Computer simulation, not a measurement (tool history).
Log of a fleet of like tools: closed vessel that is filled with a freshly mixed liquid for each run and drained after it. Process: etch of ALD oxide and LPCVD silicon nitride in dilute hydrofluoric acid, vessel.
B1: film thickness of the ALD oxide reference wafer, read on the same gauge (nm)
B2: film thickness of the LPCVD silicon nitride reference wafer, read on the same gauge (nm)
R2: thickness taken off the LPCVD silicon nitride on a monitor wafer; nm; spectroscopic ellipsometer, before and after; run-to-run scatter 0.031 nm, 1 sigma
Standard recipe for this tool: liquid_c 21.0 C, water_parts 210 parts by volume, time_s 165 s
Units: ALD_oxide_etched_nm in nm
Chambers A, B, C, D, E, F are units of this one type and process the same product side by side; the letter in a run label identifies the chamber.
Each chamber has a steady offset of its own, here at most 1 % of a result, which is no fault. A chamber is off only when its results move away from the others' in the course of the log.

run 1C hour=6.0 | liquid_c=21.0 water_parts=210 time_s=165 | B1=110.01 B2=100.000 | ALD_oxide_etched_nm=20.066 R2=0.28004
run 2F hour=12.1 | liquid_c=21.0 water_parts=210 time_s=165 | B1=110.04 B2=99.989 | ALD_oxide_etched_nm=19.910 R2=0.34382
run 3A hour=20.0 | liquid_c=21.0 water_parts=210 time_s=165 | B1=110.02 B2=100.030 | ALD_oxide_etched_nm=20.068 R2=0.29125
run 4E hour=26.8 | liquid_c=21.0 water_parts=210 time_s=165 | B1=110.01 B2=100.000 | ALD_oxide_etched_nm=20.104 R2=0.32270
run 5B hour=35.9 | liquid_c=21.0 water_parts=210 time_s=165 | B1=109.99 B2=99.987 | ALD_oxide_etched_nm=20.086 R2=0.35758
run 6D hour=44.2 | liquid_c=23.0 water_parts=210 time_s=120 | B1=110.03 B2=99.995 | ALD_oxide_etched_nm=15.729 R2=0.27308
-- hour=44.8 chamber B: thermometer replaced
run 7D hour=52.2 | liquid_c=23.0 water_parts=210 time_s=120 | B1=109.99 B2=99.988 | ALD_oxide_etched_nm=15.807 R2=0.22748
run 8E hour=60.8 | liquid_c=23.0 water_parts=210 time_s=120 | B1=109.99 B2=99.996 | ALD_oxide_etched_nm=15.740 R2=0.28643
run 9F hour=66.9 | liquid_c=23.0 water_parts=210 time_s=120 | B1=110.01 B2=99.987 | ALD_oxide_etched_nm=15.709 R2=0.21250
run 10C hour=72.0 | liquid_c=23.0 water_parts=210 time_s=120 | B1=109.96 B2=100.020 | ALD_oxide_etched_nm=15.765 R2=0.26432
run 11B hour=80.7 | liquid_c=23.0 water_parts=210 time_s=120 | B1=109.94 B2=99.975 | ALD_oxide_etched_nm=15.747 R2=0.28097
run 12A hour=91.5 | liquid_c=21.0 water_parts=210 time_s=165 | B1=110.06 B2=99.992 | ALD_oxide_etched_nm=19.989 R2=0.31617
run 13E hour=99.3 | liquid_c=23.5 water_parts=245 time_s=165 | B1=110.01 B2=100.020 | ALD_oxide_etched_nm=18.197 R2=0.31054
run 14F hour=104.5 | liquid_c=23.5 water_parts=245 time_s=165 | B1=110.00 B2=99.999 | ALD_oxide_etched_nm=18.235 R2=0.33893
run 15C hour=111.1 | liquid_c=23.5 water_parts=245 time_s=165 | B1=110.03 B2=99.997 | ALD_oxide_etched_nm=18.169 R2=0.34051
run 16B hour=118.4 | liquid_c=23.5 water_parts=245 time_s=165 | B1=109.97 B2=100.020 | ALD_oxide_etched_nm=18.286 R2=0.32369
run 17A hour=128.3 | liquid_c=23.5 water_parts=245 time_s=165 | B1=109.94 B2=99.991 | ALD_oxide_etched_nm=18.212 R2=0.32189
run 18D hour=138.3 | liquid_c=23.5 water_parts=245 time_s=165 | B1=110.00 B2=100.030 | ALD_oxide_etched_nm=18.457 R2=0.30987
run 19B hour=145.6 | liquid_c=21.0 water_parts=210 time_s=165 | B1=109.98 B2=100.010 | ALD_oxide_etched_nm=20.167 R2=0.30647
run 20C hour=150.6 | liquid_c=21.0 water_parts=210 time_s=165 | B1=110.00 B2=100.000 | ALD_oxide_etched_nm=20.063 R2=0.34356
run 21A hour=161.1 | liquid_c=21.0 water_parts=210 time_s=165 | B1=110.01 B2=99.985 | ALD_oxide_etched_nm=19.907 R2=0.34001
run 22E hour=169.6 | liquid_c=21.0 water_parts=210 time_s=165 | B1=109.99 B2=100.000 | ALD_oxide_etched_nm=19.974 R2=0.35262
run 23D hour=178.0 | liquid_c=21.0 water_parts=210 time_s=165 | B1=110.03 B2=99.992 | ALD_oxide_etched_nm=20.366 R2=0.30531
run 24F hour=185.4 | liquid_c=21.0 water_parts=210 time_s=165 | B1=109.99 B2=100.010 | ALD_oxide_etched_nm=19.912 R2=0.31040
run 25F hour=191.0 | liquid_c=21.0 water_parts=210 time_s=255 | B1=110.03 B2=99.977 | ALD_oxide_etched_nm=30.723 R2=0.50973
run 26A hour=198.0 | liquid_c=21.0 water_parts=210 time_s=255 | B1=110.04 B2=100.030 | ALD_oxide_etched_nm=30.821 R2=0.55567
run 27B hour=204.6 | liquid_c=21.0 water_parts=210 time_s=255 | B1=109.99 B2=100.020 | ALD_oxide_etched_nm=31.075 R2=0.44087
run 28C hour=210.7 | liquid_c=21.0 water_parts=210 time_s=255 | B1=110.00 B2=100.010 | ALD_oxide_etched_nm=30.847 R2=0.48402
run 29D hour=218.6 | liquid_c=21.0 water_parts=210 time_s=255 | B1=110.02 B2=100.020 | ALD_oxide_etched_nm=31.964 R2=0.47519
run 30E hour=228.2 | liquid_c=21.0 water_parts=210 time_s=255 | B1=109.98 B2=99.986 | ALD_oxide_etched_nm=30.784 R2=0.53719
run 31F hour=234.1 | liquid_c=21.0 water_parts=210 time_s=165 | B1=109.96 B2=100.030 | ALD_oxide_etched_nm=19.846 R2=0.29253
run 32A hour=244.1 | liquid_c=21.0 water_parts=210 time_s=165 | B1=110.01 B2=99.992 | ALD_oxide_etched_nm=19.959 R2=0.32492
run 33E hour=254.9 | liquid_c=21.0 water_parts=210 time_s=165 | B1=109.99 B2=100.020 | ALD_oxide_etched_nm=20.037 R2=0.29095
run 34D hour=263.7 | liquid_c=21.0 water_parts=210 time_s=165 | B1=109.97 B2=99.987 | ALD_oxide_etched_nm=20.876 R2=0.32225
run 35B hour=272.1 | liquid_c=18.0 water_parts=210 time_s=165 | B1=110.03 B2=100.000 | ALD_oxide_etched_nm=17.912 R2=0.27084
run 36C hour=278.5 | liquid_c=18.0 water_parts=210 time_s=165 | B1=109.97 B2=100.040 | ALD_oxide_etched_nm=17.794 R2=0.28851
run 37A hour=283.4 | liquid_c=18.0 water_parts=210 time_s=165 | B1=109.99 B2=99.977 | ALD_oxide_etched_nm=17.708 R2=0.25787

Predict what each chamber gives when all 6 of them run the settings below next.
run 38A hour=291.1 | liquid_c=21.0 water_parts=210 time_s=165 | ALD_oxide_etched_nm=? R2=?
run 38B hour=291.1 | liquid_c=21.0 water_parts=210 time_s=165 | ALD_oxide_etched_nm=? R2=?
run 38C hour=291.1 | liquid_c=21.0 water_parts=210 time_s=165 | ALD_oxide_etched_nm=? R2=?
run 38D hour=291.1 | liquid_c=21.0 water_parts=210 time_s=165 | ALD_oxide_etched_nm=? R2=?
run 38E hour=291.1 | liquid_c=21.0 water_parts=210 time_s=165 | ALD_oxide_etched_nm=? R2=?
run 38F hour=291.1 | liquid_c=21.0 water_parts=210 time_s=165 | ALD_oxide_etched_nm=? R2=?

run=38A ALD_oxide_etched_nm=19.907 R2=0.38105
run=38B ALD_oxide_etched_nm=20.003 R2=0.24480
run=38C ALD_oxide_etched_nm=20.028 R2=0.35275
run=38D ALD_oxide_etched_nm=20.909 R2=0.31311
run=38E ALD_oxide_etched_nm=19.955 R2=0.32885
run=38F ALD_oxide_etched_nm=20.114 R2=0.30173
